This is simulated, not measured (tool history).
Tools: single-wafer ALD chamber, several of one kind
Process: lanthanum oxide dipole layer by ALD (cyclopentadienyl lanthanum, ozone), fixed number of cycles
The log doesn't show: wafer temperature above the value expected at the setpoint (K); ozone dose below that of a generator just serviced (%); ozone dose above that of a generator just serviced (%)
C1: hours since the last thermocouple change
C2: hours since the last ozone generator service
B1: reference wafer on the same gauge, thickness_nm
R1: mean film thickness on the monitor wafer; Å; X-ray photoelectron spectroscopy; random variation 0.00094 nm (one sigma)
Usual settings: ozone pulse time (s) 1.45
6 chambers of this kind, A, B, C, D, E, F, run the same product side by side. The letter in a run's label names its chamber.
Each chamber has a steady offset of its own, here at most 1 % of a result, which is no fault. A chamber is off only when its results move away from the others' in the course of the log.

Run 1F, day 0.258: usual settings; C1 130.7; C2 881.3; B1 0.45871. Result: R1 5.449 Å.
Run 2A, day 0.646: usual settings; C1 294.4; C2 278.4; B1 0.45885. Result: R1 5.4546 Å.
Run 3E, day 1.146: usual settings; C1 431.7; C2 813.8; B1 0.45878. Result: R1 5.5056 Å.
Run 4C, day 1.554: usual settings; C1 756; C2 690; B1 0.45882. Result: R1 5.4462 Å.
Run 5B, day 1.817: usual settings; C1 1642.4; C2 319.4; B1 0.45846. Result: R1 5.4375 Å.
Run 6D, day 2.2: usual settings; C1 3121.6; C2 390.5; B1 0.45855. Result: R1 5.481 Å.
Run 7D, day 2.508: usual settings; C1 3129; C2 397.9; B1 0.45847. Result: R1 5.4596 Å.
Run 8F, day 2.962: usual settings; C1 195.6; C2 946.2; B1 0.45836. Result: R1 5.4326 Å.
Run 9E, day 3.388: usual settings; C1 485.5; C2 867.6; B1 0.45822. Result: R1 5.4832 Å.
Run 10C, day 3.742: usual settings; C1 808.5; C2 742.5; B1 0.45813. Result: R1 5.4523 Å.
Run 11B, day 4.221: usual settings but ozone pulse time (s) 1.86; C1 1700.1; C2 377.1; B1 0.45813. Result: R1 5.5922 Å.
At day 4.4: chamber B: thermocouple changed; heater temperature recalibrated.
Run 12A, day 4.554: usual settings but ozone pulse time (s) 1.86; C1 388.2; C2 372.2; B1 0.45793. Result: R1 5.6467 Å.
At day 4.742: chamber C: ozone generator serviced.
Run 13A, day 4.817: usual settings but ozone pulse time (s) 1.86; C1 394.5; C2 378.5; B1 0.45792. Result: R1 5.6471 Å.
Run 14E, day 5.092: usual settings but ozone pulse time (s) 1.86; C1 526.4; C2 908.5; B1 0.45785. Result: R1 5.6751 Å.
Run 15C, day 5.579: usual settings but ozone pulse time (s) 1.86; C1 852.6; C2 20.2; B1 0.45786. Result: R1 5.6079 Å.
Run 16F, day 6.021: usual settings but ozone pulse time (s) 1.86; C1 269; C2 1019.6; B1 0.45775. Result: R1 5.6182 Å.
Run 17D, day 6.533: usual settings; C1 3225.6; C2 494.5; B1 0.45751. Result: R1 5.4569 Å.
Run 18B, day 6.892: usual settings; C1 59.9; C2 441.2; B1 0.45741. Result: R1 5.4294 Å.
Run 19B, day 7.342: usual settings; C1 70.7; C2 452; B1 0.45748. Result: R1 5.4183 Å.
At day 7.412: chamber E: ozone generator serviced.
Run 20C, day 7.65: usual settings but ozone pulse time (s) 0.98; C1 902.3; C2 69.9; B1 0.45728. Result: R1 4.9381 Å.
Run 21D, day 8.058: usual settings but ozone pulse time (s) 0.98; C1 3262.2; C2 531.1; B1 0.45727. Result: R1 4.9312 Å.
Run 22A, day 8.404: usual settings but ozone pulse time (s) 0.98; C1 480.6; C2 464.6; B1 0.45699. Result: R1 4.9458 Å.
Run 23E, day 8.879: usual settings but ozone pulse time (s) 0.98; C1 617.3; C2 35.2; B1 0.45707. Result: R1 4.9782 Å.
At day 8.896: chamber D: thermocouple changed; heater temperature recalibrated.
Run 24F, day 9.362: usual settings but ozone pulse time (s) 0.98; C1 349.2; C2 1099.8; B1 0.45679. Result: R1 4.913 Å.
Run 25D, day 9.692: usual settings but ozone pulse time (s) 0.98; C1 19.2; C2 570.3; B1 0.45683. Result: R1 4.9379 Å.
Run 26B, day 9.925: usual settings; C1 132.7; C2 514; B1 0.45693. Result: R1 5.4076 Å.
Run 27F, day 10.242: usual settings; C1 370.3; C2 1120.9; B1 0.45669. Result: R1 5.4207 Å.
Run 28E, day 10.675: usual settings; C1 660.4; C2 78.3; B1 0.45676. Result: R1 5.4729 Å.
Run 29C, day 10.962: usual settings; C1 981.8; C2 149.4; B1 0.45657. Result: R1 5.4234 Å.
Run 30A, day 11.229: usual settings; C1 548.4; C2 532.4; B1 0.45648. Result: R1 5.4196 Å.
Run 31D, day 11.708: usual settings; C1 67.6; C2 618.7; B1 0.45632. Result: R1 5.4364 Å.
Run 32B, day 12.133: usual settings; C1 185.7; C2 567; B1 0.45625. Result: R1 5.4054 Å.
Run 33F, day 12.404: usual settings; C1 422.2; C2 1172.8; B1 0.4562. Result: R1 5.4202 Å.
Run 34A, day 12.692: usual settings; C1 583.5; C2 567.5; B1 0.45611. Result: R1 5.4407 Å.
At day 12.833: chamber B: ozone generator serviced.
Run 35C, day 13.142: usual settings but ozone pulse time (s) 1.89; C1 1034.1; C2 201.7; B1 0.45618. Result: R1 5.6008 Å.
Run 36E, day 13.554: usual settings but ozone pulse time (s) 1.89; C1 729.5; C2 147.4; B1 0.45614. Result: R1 5.635 Å.
Run 37C, day 13.933: usual settings but ozone pulse time (s) 1.89; C1 1053.1; C2 220.7; B1 0.45611. Result: R1 5.5759 Å.
Run 38F, day 14.4: usual settings but ozone pulse time (s) 1.89; C1 470.1; C2 1220.7; B1 0.45577. Result: R1 5.6078 Å.
Run 39B, day 14.625: usual settings but ozone pulse time (s) 1.89; C1 245.5; C2 43; B1 0.45569. Result: R1 5.5814 Å.

All 6 chambers run these settings next. Forecast each chamber's results:
Run 40A, day 14.996: usual settings. Result: R1 ?.
Run 40B, day 14.996: usual settings. Result: R1 ?.
Run 40C, day 14.996: usual settings. Result: R1 ?.
Run 40D, day 14.996: usual settings. Result: R1 ?.
Run 40E, day 14.996: usual settings. Result: R1 ?.
Run 40F, day 14.996: usual settings. Result: R1 ?.

run      R1
40A  5.4369
40B  5.4096
40C  5.4229
40D  5.4361
40E  5.4626
40F   5.418
